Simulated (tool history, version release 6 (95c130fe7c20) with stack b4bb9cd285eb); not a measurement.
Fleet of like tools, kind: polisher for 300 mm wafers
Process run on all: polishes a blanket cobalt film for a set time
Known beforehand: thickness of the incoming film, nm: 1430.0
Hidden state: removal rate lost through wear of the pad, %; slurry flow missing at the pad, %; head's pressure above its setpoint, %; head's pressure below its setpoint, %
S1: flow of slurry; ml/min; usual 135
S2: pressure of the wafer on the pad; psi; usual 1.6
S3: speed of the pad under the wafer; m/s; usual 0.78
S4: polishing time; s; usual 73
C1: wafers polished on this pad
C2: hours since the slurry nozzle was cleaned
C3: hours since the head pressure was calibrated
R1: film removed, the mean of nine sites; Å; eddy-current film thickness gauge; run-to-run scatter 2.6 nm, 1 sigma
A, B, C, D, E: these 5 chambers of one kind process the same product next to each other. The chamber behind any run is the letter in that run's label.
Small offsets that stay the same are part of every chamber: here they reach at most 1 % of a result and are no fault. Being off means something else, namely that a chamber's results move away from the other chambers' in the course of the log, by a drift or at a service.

run   hour   S1   S2    S3  S4    C1     C2     C3      R1
 1E    3.7  135  1.6  0.78  73   597  562.3  808.8  2347.5
       4.6  -- chamber C: worn pad replaced by a new one
 2A    8.2  135  1.6  0.78  73  1007  418.5  349.2  2318.7
 3B   13.7  135  1.6  0.78  73   358  717.2  417.1  2309.6
 4D   18.3  135  1.6  0.78  73   246  181.9  102.3  2311.1
      21.4  -- chamber A: worn pad replaced by a new one
 5C   22.3  135  1.6  0.78  73   218  232.6  572.5  2345.9
 6E     27  135  1.6  0.78  73   883  585.6  832.1  2334.1
        30  -- chamber B: worn pad replaced by a new one
      31.3  -- chamber E: worn pad replaced by a new one
 7A   31.3  135  1.6  1.02  60   121  441.6  372.3  2512.7
 8D   36.9  135  1.6  1.02  60   474  200.5  120.9  2523.2
      41.9  -- chamber B: slurry nozzle cleaned
 9C   42.2  135  1.6  1.02  60   463  252.5  592.4    2513
10B   47.7  135  1.6  1.02  60   217    5.8  451.1  2539.6
11D   51.2  135  1.6  1.02  60   650  214.8  135.2  2514.5
      52.5  -- chamber E: slurry nozzle cleaned
12A   55.6  135  1.6  0.78  73   420  465.9  396.6  2347.1
13B   61.4  135  1.6  0.78  73   385   19.5  464.8  2252.2
14E     65  135  1.6  0.78  73   415   12.5  870.1  2348.5
      67.8  -- chamber B: worn pad replaced by a new one
15C   69.4  135  1.6  0.78  73   797  279.7  619.6  2297.7
16B   73.4  135  1.6  0.78  73    69   31.5  476.8  2323.7
17C   77.2  135  1.6  0.78  73   893  287.5  627.4  2301.4
      80.4  -- chamber E: head pressure recalibrated
18E     82  135  1.6  0.78  73   623   29.5    1.7  2560.4
19D   85.1  135  1.6  0.78  73  1067  248.7  169.1  2365.1
      89.8  -- chamber C: worn pad replaced by a new one
20A   90.7  135  1.6  0.78  73   852    501  431.7  2357.4
      92.1  -- chamber D: slurry nozzle cleaned
21D   93.9  135  1.6  0.78  73  1175    1.9  177.9  2378.1
22C   96.7  135  1.6  0.78  73    85    307  646.9  2342.3
      99.7  -- chamber E: worn pad replaced by a new one
23B  101.9  135  1.6  0.78  73   419     60  505.3  2367.4
     103.4  -- chamber D: worn pad replaced by a new one
24A  106.4  135  1.6  0.78  73  1045  516.7  447.4  2377.2
     108.3  -- chamber B: worn pad replaced by a new one
25E  112.5  135  1.6  0.78  73   158     60   32.2  2564.3
26D  117.5  135  1.6  0.78  73   173   25.5  201.5  2335.8
27C  123.4  135  1.6  0.78  73   413  333.7  673.6  2286.3
28E  127.8  135  1.6  0.78  73   346   75.3   47.5  2540.3
29A  133.2  135  1.6  0.78  73  1374  543.5  474.2  2328.9
     135.4  -- chamber A: worn pad replaced by a new one
30B  136.9  135  1.6  0.78  73   352     95  540.3  2359.1
31E  141.4  135  1.6  0.78  73   513   88.9   61.1  2574.8
32A  144.6  135  1.6  0.78  73   114  554.9  485.6    2400
33C  149.4  135  1.6  0.78  73   733  359.7  699.6  2344.7
34B  153.4  135  1.6  0.78  73   555  111.5  556.8  2306.8
35D  156.6  135  1.6  0.78  73   654   64.6  240.6    2337
36E  160.5  135  1.6  0.78  73   748    108   80.2    2583
37A  163.3  135  1.6  0.78  73   343  573.6  504.3  2372.3
38C  166.6  135  1.6  0.78  73   944  376.9  716.8  2357.6
39D  171.1  135  1.9   0.6  73   832   79.1  255.1  2146.5

The same settings go to every chamber for the next run, one line per chamber below. Forecast the results for each:
40A  175.5  135  1.6  0.78  73               ?
40B  175.5  135  1.6  0.78  73               ?
40C  175.5  135  1.6  0.78  73               ?
40D  175.5  135  1.6  0.78  73               ?
40E  175.5  135  1.6  0.78  73               ?

run      R1
40A  2316.8
40B  2307.2
40C  2338.7
40D  2317.7
40E  2558.2
